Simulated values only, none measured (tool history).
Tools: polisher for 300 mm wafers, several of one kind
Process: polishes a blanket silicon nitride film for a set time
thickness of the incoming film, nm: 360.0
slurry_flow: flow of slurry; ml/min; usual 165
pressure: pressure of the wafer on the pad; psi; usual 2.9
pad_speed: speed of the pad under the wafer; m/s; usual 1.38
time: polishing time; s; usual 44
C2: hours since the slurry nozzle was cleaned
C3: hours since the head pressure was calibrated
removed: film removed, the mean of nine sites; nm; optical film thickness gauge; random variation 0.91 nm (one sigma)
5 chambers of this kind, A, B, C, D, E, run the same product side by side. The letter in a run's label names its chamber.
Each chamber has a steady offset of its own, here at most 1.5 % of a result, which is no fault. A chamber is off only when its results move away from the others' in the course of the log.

Run 1A, hour 8.6: usual settings; wafers polished on this pad 589; C2 185.6; C3 1036.2. Result: removed 81.808 nm.
At hour 13.3: chamber A: worn pad replaced by a new one.
At hour 16.6: chamber E: worn pad replaced by a new one.
At hour 16.9: chamber C: worn pad replaced by a new one.
Run 2E, hour 16.9: usual settings; wafers polished on this pad 4; C2 310.1; C3 176.8. Result: removed 81.716 nm.
Run 3B, hour 24.9: usual settings; wafers polished on this pad 524; C2 443.3; C3 304.6. Result: removed 83.045 nm.
Run 4D, hour 35.5: usual settings; wafers polished on this pad 576; C2 60; C3 377.3. Result: removed 84.095 nm.
Run 5C, hour 42.2: usual settings; wafers polished on this pad 324; C2 46.7; C3 652.9. Result: removed 85.397 nm.
Run 6C, hour 48.6: usual settings; wafers polished on this pad 405; C2 53.1; C3 659.3. Result: removed 83.583 nm.
At hour 49.9: chamber D: worn pad replaced by a new one.
At hour 57.2: chamber B: worn pad replaced by a new one.
Run 7B, hour 61: usual settings but slurry_flow 130 ml/min; wafers polished on this pad 49; C2 479.4; C3 340.7. Result: removed 79.335 nm.
Run 8A, hour 67.3: usual settings but slurry_flow 130 ml/min; wafers polished on this pad 691; C2 244.3; C3 1094.9. Result: removed 78.505 nm.
At hour 71.7: chamber A: worn pad replaced by a new one.
At hour 77.1: chamber C: worn pad replaced by a new one.
Run 9E, hour 77.1: usual settings but slurry_flow 130 ml/min; wafers polished on this pad 774; C2 370.3; C3 237. Result: removed 79.715 nm.
Run 10D, hour 87.2: usual settings but slurry_flow 130 ml/min; wafers polished on this pad 477; C2 111.7; C3 429. Result: removed 79.518 nm.
Run 11C, hour 95.9: usual settings but slurry_flow 130 ml/min; wafers polished on this pad 240; C2 100.4; C3 706.6. Result: removed 81.459 nm.
Run 12E, hour 103.5: usual settings; wafers polished on this pad 1112; C2 396.7; C3 263.4. Result: removed 83.067 nm.
At hour 108.1: chamber E: worn pad replaced by a new one.
At hour 114.7: chamber B: slurry nozzle cleaned.
Run 13A, hour 115.8: usual settings; wafers polished on this pad 564; C2 292.8; C3 1143.4. Result: removed 83.48 nm.
At hour 116.1: chamber B: head pressure recalibrated.
At hour 118.7: chamber D: worn pad replaced by a new one.
Run 14D, hour 124: usual settings; wafers polished on this pad 68; C2 148.5; C3 465.8. Result: removed 82.741 nm.
At hour 127.2: chamber C: worn pad replaced by a new one.
At hour 127.3: chamber A: worn pad replaced by a new one.
Run 15B, hour 136.2: usual settings; wafers polished on this pad 1011; C2 21.5; C3 20.2. Result: removed 89.348 nm.
At hour 145.9: chamber B: worn pad replaced by a new one.
Run 16C, hour 147.4: usual settings; wafers polished on this pad 259; C2 151.9; C3 758.1. Result: removed 83.833 nm.
At hour 155.5: chamber C: head pressure recalibrated.
Run 17B, hour 159: usual settings; wafers polished on this pad 168; C2 44.3; C3 43. Result: removed 90.063 nm.
Run 18A, hour 167.4: usual settings; wafers polished on this pad 513; C2 344.4; C3 1195. Result: removed 83.489 nm.
At hour 170.9: chamber D: worn pad replaced by a new one.
Run 19D, hour 173.8: usual settings but slurry_flow 190 ml/min, pressure 2 psi; wafers polished on this pad 37; C2 198.3; C3 515.6. Result: removed 58.761 nm.
At hour 177.1: chamber A: worn pad replaced by a new one.
At hour 178.4: chamber C: worn pad replaced by a new one.
Run 20E, hour 183.7: usual settings but slurry_flow 190 ml/min, pressure 2 psi; wafers polished on this pad 967; C2 476.9; C3 343.6. Result: removed 57.569 nm.
Run 21A, hour 192.3: usual settings but slurry_flow 190 ml/min, pressure 2 psi; wafers polished on this pad 194; C2 369.3; C3 1219.9. Result: removed 58.834 nm.
At hour 196.2: chamber E: worn pad replaced by a new one.
Run 22D, hour 198.8: usual settings but slurry_flow 190 ml/min, pressure 2 psi; wafers polished on this pad 357; C2 223.3; C3 540.6. Result: removed 59.673 nm.
Run 23B, hour 210.2: usual settings but slurry_flow 190 ml/min, pressure 2 psi; wafers polished on this pad 823; C2 95.5; C3 94.2. Result: removed 63.301 nm.
At hour 214.8: chamber D: head pressure recalibrated.
Run 24E, hour 217.8: usual settings; wafers polished on this pad 276; C2 511; C3 377.7. Result: removed 82.11 nm.
At hour 223.5: chamber E: slurry nozzle cleaned.
Run 25C, hour 224.5: usual settings; wafers polished on this pad 590; C2 229; C3 69. Result: removed 84.49 nm.
At hour 225.4: chamber B: worn pad replaced by a new one.
At hour 228.3: chamber A: worn pad replaced by a new one.
Run 26D, hour 231.2: usual settings; wafers polished on this pad 771; C2 255.7; C3 16.5. Result: removed 83.617 nm.
At hour 237.3: chamber C: worn pad replaced by a new one.
Run 27E, hour 241.1: usual settings; wafers polished on this pad 574; C2 17.7; C3 401. Result: removed 83.085 nm.
Run 28A, hour 251.4: usual settings; wafers polished on this pad 296; C2 428.4; C3 1279. Result: removed 83.013 nm.
Run 29C, hour 257.4: usual settings; wafers polished on this pad 257; C2 261.9; C3 101.9. Result: removed 81.215 nm.
Run 30B, hour 265.2: usual settings; wafers polished on this pad 510; C2 150.5; C3 149.2. Result: removed 88.234 nm.
Run 31E, hour 275.4: usual settings; wafers polished on this pad 1013; C2 52; C3 435.3. Result: removed 81.851 nm.
Run 32C, hour 287.6: usual settings but time 54 s; wafers polished on this pad 644; C2 292.1; C3 132.1. Result: removed 101.7 nm.

Is one chamber off against the others, does the gauge drift, or is nothing wrong? If a chamber is off, say which, and what the likeliest cause is.

A service left chamber B off against the others.
Cause: head's pressure above its setpoint, % = 7.31.

Here are 4 candidates for chamber B's next run, each the usual settings with a change, their results left as question marks. Which one brings its results back in line with what the others give on the usual settings?
In line means no further than this from the other chambers' mean on the usual settings: removed 3.2 nm
Run 33B-1, hour 296.6: usual settings but pressure 2.8 psi, pad_speed 1.36 m/s, time 43 s. Result: removed ?.
Run 33B-2, hour 296.6: usual settings but slurry_flow 250 ml/min. Result: removed ?.
Run 33B-3, hour 296.6: usual settings but pressure 3.1 psi, pad_speed 1.44 m/s, time 46 s. Result: removed ?.
Run 33B-4, hour 296.6: usual settings but pressure 2.7 psi, time 41 s. Result: removed ?.

The other chambers' mean on the usual settings: removed 83.267 nm
  run  removed
33B-1   83.124
33B-2   94.131
33B-3   103.08
33B-4   77.332
33B-1 brings the chamber back in line.
